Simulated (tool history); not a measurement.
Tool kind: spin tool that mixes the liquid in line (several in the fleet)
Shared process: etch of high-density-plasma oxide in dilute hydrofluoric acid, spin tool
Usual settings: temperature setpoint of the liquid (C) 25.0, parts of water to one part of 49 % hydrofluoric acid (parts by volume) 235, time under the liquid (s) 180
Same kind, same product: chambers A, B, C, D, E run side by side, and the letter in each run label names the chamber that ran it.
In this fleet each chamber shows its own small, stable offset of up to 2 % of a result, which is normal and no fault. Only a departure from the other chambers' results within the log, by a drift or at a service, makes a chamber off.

run,hour,temperature setpoint of the liquid (C),parts of water to one part of 49 % hydrofluoric acid (parts by volume),time under the liquid (s),hours since the thermometer was replaced,hours since the hydrofluoric acid flow meter was replaced,"read-back film thickness of the high-density-plasma oxide reference wafer, read on the same gauge (nm)",thickness taken off the high-density-plasma oxide on a monitor wafer (nm)
1D,7.4,25.0,235,180,850.0,1876.2,50.022,3.5055
2B,13.6,25.0,235,180,865.8,1953.2,50.008,3.5416
3E,20.2,25.0,235,180,565.9,167.9,50.012,3.4655
4A,25.7,25.0,235,180,490.1,374.6,50.013,3.5128
5C,34.8,25.0,235,180,574.3,865.9,50.006,3.5209
6E,42.8,25.0,235,180,588.5,190.5,50.012,3.4826
# hour 51.6: chamber B: hydrofluoric acid flow meter replaced
7C,52.4,25.0,235,180,591.9,883.5,49.987,3.4113
8A,57.7,21.5,235,215,522.1,406.6,49.991,3.6498
9B,63.2,21.5,235,215,915.4,11.6,50.013,3.7137
10D,71.2,21.5,235,215,913.8,1940.0,50.011,3.7082
11B,77.7,21.5,235,215,929.9,26.1,49.996,3.7055
12A,85.5,21.5,235,215,549.9,434.4,50.012,3.6298
13D,91.3,29.0,235,75,933.9,1960.1,49.991,1.6576
14C,99.8,29.0,235,75,639.3,930.9,50.006,1.6793
15E,106.8,29.0,235,75,652.5,254.5,49.999,1.6555
16C,113.4,29.0,235,75,652.9,944.5,49.990,1.7124
17B,118.3,29.0,235,75,970.5,66.7,50.006,1.6664
18A,127.3,23.0,235,180,591.7,476.2,49.996,3.1489
19D,135.0,23.0,235,180,977.6,2003.8,50.006,3.2127
20E,142.5,23.0,235,180,688.2,290.2,49.994,3.2543
21B,152.2,23.0,235,180,1004.4,100.6,50.000,3.3067
22C,161.8,23.0,235,180,701.3,992.9,50.009,3.2580
23A,166.2,25.0,235,180,630.6,515.1,49.995,3.2278
24E,175.6,25.0,235,180,721.3,323.3,50.007,3.4483
25D,180.8,25.0,235,180,1023.4,2049.6,50.027,3.4493
26E,186.3,25.0,235,225,732.0,334.0,49.994,4.3778
27D,192.2,25.0,235,225,1034.8,2061.0,49.995,4.3743
# hour 193.2: chamber B: thermometer replaced
28A,198.6,25.0,235,225,663.0,547.5,49.989,4.0495
29B,203.7,25.0,235,225,10.5,152.1,50.008,4.3964
30C,208.8,25.0,235,225,748.3,1039.9,49.983,4.3926
31D,213.5,25.0,235,180,1056.1,2082.3,49.991,3.4652
32E,220.9,25.0,235,180,766.6,368.6,49.987,3.5001
33A,226.7,25.0,235,180,691.1,575.6,50.000,3.1690
34C,235.0,25.0,235,180,774.5,1066.1,50.000,3.5332
35B,241.0,25.0,305,180,47.8,189.4,49.982,2.4954
36E,247.1,25.0,305,180,792.8,394.8,49.999,2.5229
37D,252.5,25.0,305,180,1095.1,2121.3,49.965,2.4956
38B,257.2,25.0,305,180,64.0,205.6,50.014,2.5828
39C,266.3,25.0,305,180,805.8,1097.4,50.007,2.4743

The same settings go to every chamber for the next run, one line per chamber below. Forecast the results for each:
40A,273.2,25.0,235,180,,,,?
40B,273.2,25.0,235,180,,,,?
40C,273.2,25.0,235,180,,,,?
40D,273.2,25.0,235,180,,,,?
40E,273.2,25.0,235,180,,,,?

run,thickness taken off the high-density-plasma oxide on a monitor wafer (nm)
40A,3.0053
40B,3.4954
40C,3.5437
40D,3.4768
40E,3.5055
